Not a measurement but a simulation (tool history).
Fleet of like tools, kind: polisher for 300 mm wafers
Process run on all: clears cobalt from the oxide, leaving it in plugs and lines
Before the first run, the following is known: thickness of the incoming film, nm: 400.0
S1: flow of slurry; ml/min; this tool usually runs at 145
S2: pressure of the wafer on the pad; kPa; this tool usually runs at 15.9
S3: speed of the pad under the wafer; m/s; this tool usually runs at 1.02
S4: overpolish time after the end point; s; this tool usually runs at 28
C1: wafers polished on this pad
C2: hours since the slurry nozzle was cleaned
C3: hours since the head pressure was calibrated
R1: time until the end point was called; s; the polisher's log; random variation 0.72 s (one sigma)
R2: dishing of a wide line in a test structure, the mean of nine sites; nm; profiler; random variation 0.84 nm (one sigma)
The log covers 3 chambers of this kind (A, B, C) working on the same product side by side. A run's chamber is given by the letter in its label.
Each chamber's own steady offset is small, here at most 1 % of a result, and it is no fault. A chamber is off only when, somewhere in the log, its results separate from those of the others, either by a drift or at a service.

| run | hour | S1 | S2 | S3 | S4 | C1 | C2 | C3 | R1 | R2 |
|---|---|---|---|---|---|---|---|---|---|---|
|  | 3.9 | chamber C: worn pad replaced by a new one |
| 1B | 7.7 | 145 | 15.9 | 1.02 | 28 | 295 | 341.9 | 301.1 | 69.691 | 64.951 |
| 2A | 14.7 | 145 | 15.9 | 1.02 | 28 | 1011 | 27 | 216.4 | 68.234 | 64.519 |
| 3C | 24.5 | 145 | 15.9 | 1.02 | 28 | 247 | 123.6 | 50.5 | 69.714 | 66.622 |
| 4A | 29.9 | 145 | 15.9 | 1.02 | 28 | 1193 | 42.2 | 231.6 | 69.409 | 64.894 |
|  | 35.5 | chamber B: slurry nozzle cleaned |
| 5B | 35.5 | 145 | 15.9 | 1.02 | 28 | 628 | 0.1 | 328.9 | 69.976 | 64.852 |
| 6C | 44.8 | 145 | 15.9 | 1.02 | 28 | 491 | 143.9 | 70.8 | 69.776 | 66.157 |
|  | 50.4 | chamber B: worn pad replaced by a new one |
| 7B | 52.3 | 145 | 15.9 | 1.02 | 28 | 23 | 16.9 | 345.7 | 70.837 | 65.273 |
| 8A | 61.7 | 145 | 15.9 | 1.02 | 28 | 1574 | 74 | 263.4 | 70.488 | 64.51 |
|  | 62.2 | chamber C: worn pad replaced by a new one |
| 9C | 71.4 | 145 | 15.9 | 1.02 | 28 | 110 | 170.5 | 97.4 | 70.412 | 64.463 |
| 10C | 77.3 | 145 | 15.9 | 1.02 | 28 | 181 | 176.4 | 103.3 | 71.856 | 66.076 |
| 11A | 85.1 | 145 | 15.9 | 1.02 | 28 | 1855 | 97.4 | 286.8 | 70.336 | 63.833 |
| 12B | 91.6 | 145 | 15.9 | 1.02 | 28 | 494 | 56.2 | 385 | 69.795 | 65.661 |
| 13B | 100.3 | 145 | 15.9 | 1.02 | 28 | 598 | 64.9 | 393.7 | 68.854 | 64.94 |
| 14A | 106.6 | 145 | 15.9 | 1.02 | 28 | 2113 | 118.9 | 308.3 | 72.848 | 63.888 |
| 15C | 114 | 145 | 15.9 | 1.02 | 28 | 621 | 213.1 | 140 | 69.5 | 65.596 |
|  | 117 | chamber B: worn pad replaced by a new one |
|  | 122.1 | chamber C: worn pad replaced by a new one |
| 16B | 122.2 | 145 | 15.9 | 1.02 | 28 | 63 | 86.8 | 415.6 | 69.48 | 64.765 |
| 17A | 126.7 | 105 | 15.9 | 1.02 | 16 | 2354 | 139 | 328.4 | 76.946 | 49.461 |
| 18C | 133.6 | 105 | 15.9 | 1.02 | 16 | 138 | 232.7 | 159.6 | 74.412 | 49.956 |
| 19C | 139 | 105 | 15.9 | 1.02 | 16 | 202 | 238.1 | 165 | 76.618 | 51.824 |
| 20A | 145.4 | 145 | 15.9 | 1.02 | 28 | 2578 | 157.7 | 347.1 | 70.97 | 63.338 |
| 21B | 151.2 | 145 | 15.9 | 1.02 | 28 | 410 | 115.8 | 444.6 | 69.872 | 65.067 |
| 22C | 159.7 | 145 | 15.9 | 1.02 | 28 | 451 | 258.8 | 185.7 | 69.904 | 63.938 |
| 23A | 166.9 | 145 | 15.9 | 1.02 | 28 | 2836 | 179.2 | 368.6 | 73.947 | 64.588 |
| 24B | 172.4 | 145 | 15.9 | 1.02 | 28 | 665 | 137 | 465.8 | 69.419 | 66.53 |
|  | 173.8 | chamber B: worn pad replaced by a new one |
| 25B | 180.1 | 145 | 15.9 | 1.02 | 28 | 75 | 144.7 | 473.5 | 68.907 | 66.441 |
|  | 182.5 | chamber C: worn pad replaced by a new one |
| 26C | 186.5 | 145 | 15.9 | 1.02 | 28 | 48 | 285.6 | 212.5 | 71.425 | 65.792 |
| 27A | 193.3 | 145 | 15.9 | 1.02 | 28 | 3152 | 205.6 | 395 | 74.276 | 64.789 |
| 28A | 200.5 | 145 | 15.9 | 1.02 | 28 | 3239 | 212.8 | 402.2 | 74.255 | 64.074 |
| 29B | 205.4 | 145 | 15.9 | 1.02 | 28 | 379 | 170 | 498.8 | 70.175 | 66.724 |
| 30C | 210.2 | 145 | 15.9 | 1.02 | 28 | 332 | 309.3 | 236.2 | 69.829 | 66.35 |
| 31B | 216.1 | 145 | 15.9 | 1.02 | 28 | 507 | 180.7 | 509.5 | 70.142 | 65.018 |
| 32A | 225 | 115 | 15.9 | 1.02 | 42 | 3532 | 237.3 | 426.7 | 78.146 | 69.323 |
| 33C | 232.6 | 115 | 15.9 | 1.02 | 42 | 601 | 331.7 | 258.6 | 73.883 | 68.239 |
| 34A | 240.5 | 115 | 15.9 | 1.02 | 42 | 3718 | 252.8 | 442.2 | 77.895 | 68.745 |

Next, all 3 chambers run the settings below, one line each with question marks for the results. What does each chamber give?
| 35A | 247.8 | 125 | 15.9 | 1.02 | 28 |  |  |  | ? | ? |
| 35B | 247.8 | 125 | 15.9 | 1.02 | 28 |  |  |  | ? | ? |
| 35C | 247.8 | 125 | 15.9 | 1.02 | 28 |  |  |  | ? | ? |

| run | R1 | R2 |
|---|---|---|
| 35A | 76.96 | 62.769 |
| 35B | 71.951 | 64.729 |
| 35C | 72.129 | 63.577 |

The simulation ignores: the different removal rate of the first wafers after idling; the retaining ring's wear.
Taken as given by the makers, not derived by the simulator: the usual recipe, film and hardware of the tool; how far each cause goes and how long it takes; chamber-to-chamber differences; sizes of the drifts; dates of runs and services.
